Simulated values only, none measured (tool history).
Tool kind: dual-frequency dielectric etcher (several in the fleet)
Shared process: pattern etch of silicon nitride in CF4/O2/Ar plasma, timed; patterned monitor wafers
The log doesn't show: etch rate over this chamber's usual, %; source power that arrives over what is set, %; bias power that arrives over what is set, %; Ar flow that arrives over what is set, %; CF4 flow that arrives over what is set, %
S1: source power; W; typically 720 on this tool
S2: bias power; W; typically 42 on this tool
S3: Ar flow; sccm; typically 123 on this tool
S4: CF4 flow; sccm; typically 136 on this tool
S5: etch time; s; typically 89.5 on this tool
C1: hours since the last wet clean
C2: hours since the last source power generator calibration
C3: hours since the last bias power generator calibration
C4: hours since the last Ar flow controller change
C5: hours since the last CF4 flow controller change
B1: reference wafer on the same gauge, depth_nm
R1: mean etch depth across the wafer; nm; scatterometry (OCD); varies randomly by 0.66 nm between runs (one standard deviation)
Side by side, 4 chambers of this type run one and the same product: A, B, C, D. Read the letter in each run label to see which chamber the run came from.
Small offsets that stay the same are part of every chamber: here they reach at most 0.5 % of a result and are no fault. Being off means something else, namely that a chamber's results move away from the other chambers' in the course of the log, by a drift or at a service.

| run | hour | S1 | S2 | S3 | S4 | S5 | C1 | C2 | C3 | C4 | C5 | B1 | R1 |
|---|---|---|---|---|---|---|---|---|---|---|---|---|---|
| 1D | 10.5 | 720 | 42 | 123 | 136 | 89.5 | 118.5 | 2252.9 | 1073.2 | 1953.7 | 1186.3 | 263.79 | 222.85 |
| 2C | 22.0 | 720 | 42 | 123 | 136 | 89.5 | 184.2 | 1105.3 | 485.1 | 1208.6 | 1313.1 | 263.96 | 224.90 |
| 3A | 35.0 | 720 | 42 | 123 | 136 | 89.5 | 378.3 | 4447.5 | 2148.4 | 1807.6 | 492.2 | 264.05 | 222.94 |
| 4B | 46.8 | 720 | 42 | 123 | 136 | 89.5 | 252.2 | 1115.5 | 174.6 | 4860.8 | 6110.1 | 263.92 | 219.91 |
| 5A | 54.9 | 720 | 42 | 123 | 136 | 89.5 | 398.2 | 4467.4 | 2168.3 | 1827.5 | 512.1 | 264.05 | 223.02 |
|  | 70.0 | chamber B: CF4 flow controller replaced |
| 6B | 70.6 | 580 | 42 | 123 | 136 | 89.5 | 276.0 | 1139.3 | 198.4 | 4884.6 | 0.7 | 264.08 | 182.02 |
| 7D | 80.5 | 580 | 42 | 123 | 136 | 89.5 | 188.5 | 2322.9 | 1143.2 | 2023.7 | 1256.3 | 263.89 | 183.74 |
| 8C | 95.7 | 580 | 42 | 123 | 136 | 89.5 | 257.9 | 1179.0 | 558.8 | 1282.3 | 1386.8 | 263.99 | 184.37 |
| 9C | 103.0 | 580 | 42 | 123 | 136 | 89.5 | 265.2 | 1186.3 | 566.1 | 1289.6 | 1394.1 | 264.04 | 184.97 |
| 10B | 118.7 | 720 | 42 | 123 | 136 | 89.5 | 324.1 | 1187.4 | 246.5 | 4932.7 | 48.8 | 263.99 | 220.90 |
| 11A | 126.3 | 720 | 42 | 123 | 136 | 89.5 | 469.6 | 4538.8 | 2239.7 | 1898.9 | 583.5 | 264.05 | 221.36 |
| 12D | 135.0 | 720 | 42 | 123 | 136 | 89.5 | 243.0 | 2377.4 | 1197.7 | 2078.2 | 1310.8 | 263.96 | 222.41 |
| 13D | 142.5 | 720 | 42 | 123 | 136 | 89.5 | 250.5 | 2384.9 | 1205.2 | 2085.7 | 1318.3 | 263.70 | 222.57 |
| 14B | 151.3 | 720 | 42 | 123 | 136 | 89.5 | 356.7 | 1220.0 | 279.1 | 4965.3 | 81.4 | 264.14 | 220.94 |
| 15C | 161.0 | 720 | 42 | 123 | 136 | 89.5 | 323.2 | 1244.3 | 624.1 | 1347.6 | 1452.1 | 264.09 | 224.19 |
| 16A | 173.5 | 720 | 42 | 123 | 136 | 89.5 | 516.8 | 4586.0 | 2286.9 | 1946.1 | 630.7 | 264.22 | 221.53 |
| 17D | 186.0 | 720 | 42 | 123 | 136 | 89.5 | 294.0 | 2428.4 | 1248.7 | 2129.2 | 1361.8 | 264.17 | 223.49 |
| 18A | 199.6 | 720 | 42 | 123 | 136 | 89.5 | 542.9 | 4612.1 | 2313.0 | 1972.2 | 656.8 | 264.02 | 221.41 |
| 19B | 212.6 | 550 | 42 | 123 | 109 | 89.5 | 418.0 | 1281.3 | 340.4 | 5026.6 | 142.7 | 263.80 | 167.92 |
| 20C | 224.4 | 550 | 42 | 123 | 109 | 89.5 | 386.6 | 1307.7 | 687.5 | 1411.0 | 1515.5 | 264.14 | 170.71 |
| 21D | 240.3 | 550 | 42 | 123 | 109 | 89.5 | 348.3 | 2482.7 | 1303.0 | 2183.5 | 1416.1 | 264.01 | 170.62 |
|  | 240.9 | chamber A: source power generator calibrated |
| 22C | 255.0 | 550 | 42 | 123 | 109 | 89.5 | 417.2 | 1338.3 | 718.1 | 1441.6 | 1546.1 | 263.85 | 172.14 |
|  | 266.7 | chamber A: wet clean of the chamber |
| 23A | 269.0 | 720 | 42 | 108 | 136 | 107.0 | 2.3 | 28.2 | 2382.4 | 2041.6 | 726.2 | 264.14 | 280.47 |
| 24B | 282.7 | 720 | 42 | 108 | 136 | 107.0 | 488.1 | 1351.4 | 410.5 | 5096.7 | 212.8 | 264.01 | 269.81 |
|  | 293.8 | chamber C: wet clean of the chamber |
| 25D | 298.3 | 720 | 42 | 108 | 136 | 107.0 | 406.3 | 2540.7 | 1361.0 | 2241.5 | 1474.1 | 264.12 | 270.92 |
| 26A | 306.5 | 720 | 42 | 108 | 136 | 107.0 | 39.8 | 65.7 | 2419.9 | 2079.1 | 763.7 | 264.13 | 279.93 |
|  | 312.7 | chamber B: wet clean of the chamber |
| 27B | 316.8 | 720 | 42 | 123 | 136 | 89.5 | 4.2 | 1385.5 | 444.6 | 5130.8 | 246.9 | 263.96 | 222.11 |
| 28C | 325.1 | 720 | 42 | 123 | 136 | 89.5 | 31.4 | 1408.4 | 788.2 | 1511.7 | 1616.2 | 264.09 | 224.36 |
| 29D | 340.1 | 720 | 42 | 123 | 136 | 89.5 | 448.1 | 2582.5 | 1402.8 | 2283.3 | 1515.9 | 263.97 | 223.48 |
| 30B | 355.5 | 720 | 42 | 123 | 136 | 89.5 | 42.9 | 1424.2 | 483.3 | 5169.5 | 285.6 | 264.24 | 222.47 |
| 31A | 365.9 | 720 | 42 | 123 | 136 | 89.5 | 99.2 | 125.1 | 2479.3 | 2138.5 | 823.1 | 263.96 | 230.31 |
| 32C | 380.4 | 720 | 42 | 123 | 136 | 89.5 | 86.7 | 1463.7 | 843.5 | 1567.0 | 1671.5 | 263.88 | 223.82 |
| 33B | 393.5 | 720 | 42 | 123 | 136 | 89.5 | 80.9 | 1462.2 | 521.3 | 5207.5 | 323.6 | 263.84 | 221.17 |
|  | 400.8 | chamber D: wet clean of the chamber |
| 34A | 406.4 | 720 | 42 | 123 | 136 | 89.5 | 139.7 | 165.6 | 2519.8 | 2179.0 | 863.6 | 263.91 | 232.08 |
| 35D | 419.3 | 720 | 42 | 123 | 136 | 89.5 | 18.5 | 2661.7 | 1482.0 | 2362.5 | 1595.1 | 264.18 | 223.02 |
| 36C | 426.7 | 720 | 42 | 123 | 136 | 89.5 | 133.0 | 1510.0 | 889.8 | 1613.3 | 1717.8 | 264.11 | 224.54 |
| 37B | 443.2 | 720 | 35 | 123 | 117 | 89.5 | 130.6 | 1511.9 | 571.0 | 5257.2 | 373.3 | 264.10 | 203.46 |
| 38C | 455.8 | 720 | 35 | 123 | 117 | 89.5 | 162.1 | 1539.1 | 918.9 | 1642.4 | 1746.9 | 264.01 | 205.24 |
| 39D | 463.1 | 720 | 35 | 123 | 117 | 89.5 | 62.3 | 2705.5 | 1525.8 | 2406.3 | 1638.9 | 264.10 | 205.53 |
| 40A | 471.2 | 720 | 35 | 123 | 117 | 89.5 | 204.5 | 230.4 | 2584.6 | 2243.8 | 928.4 | 263.99 | 212.47 |

For the next run the whole fleet of 4 chambers uses the same settings. Give each chamber's results:
| 41A | 483.1 | 640 | 42 | 123 | 136 | 89.5 |  |  |  |  |  |  | ? |
| 41B | 483.1 | 640 | 42 | 123 | 136 | 89.5 |  |  |  |  |  |  | ? |
| 41C | 483.1 | 640 | 42 | 123 | 136 | 89.5 |  |  |  |  |  |  | ? |
| 41D | 483.1 | 640 | 42 | 123 | 136 | 89.5 |  |  |  |  |  |  | ? |

| run | R1 |
|---|---|
| 41A | 208.45 |
| 41B | 199.23 |
| 41C | 201.30 |
| 41D | 200.65 |
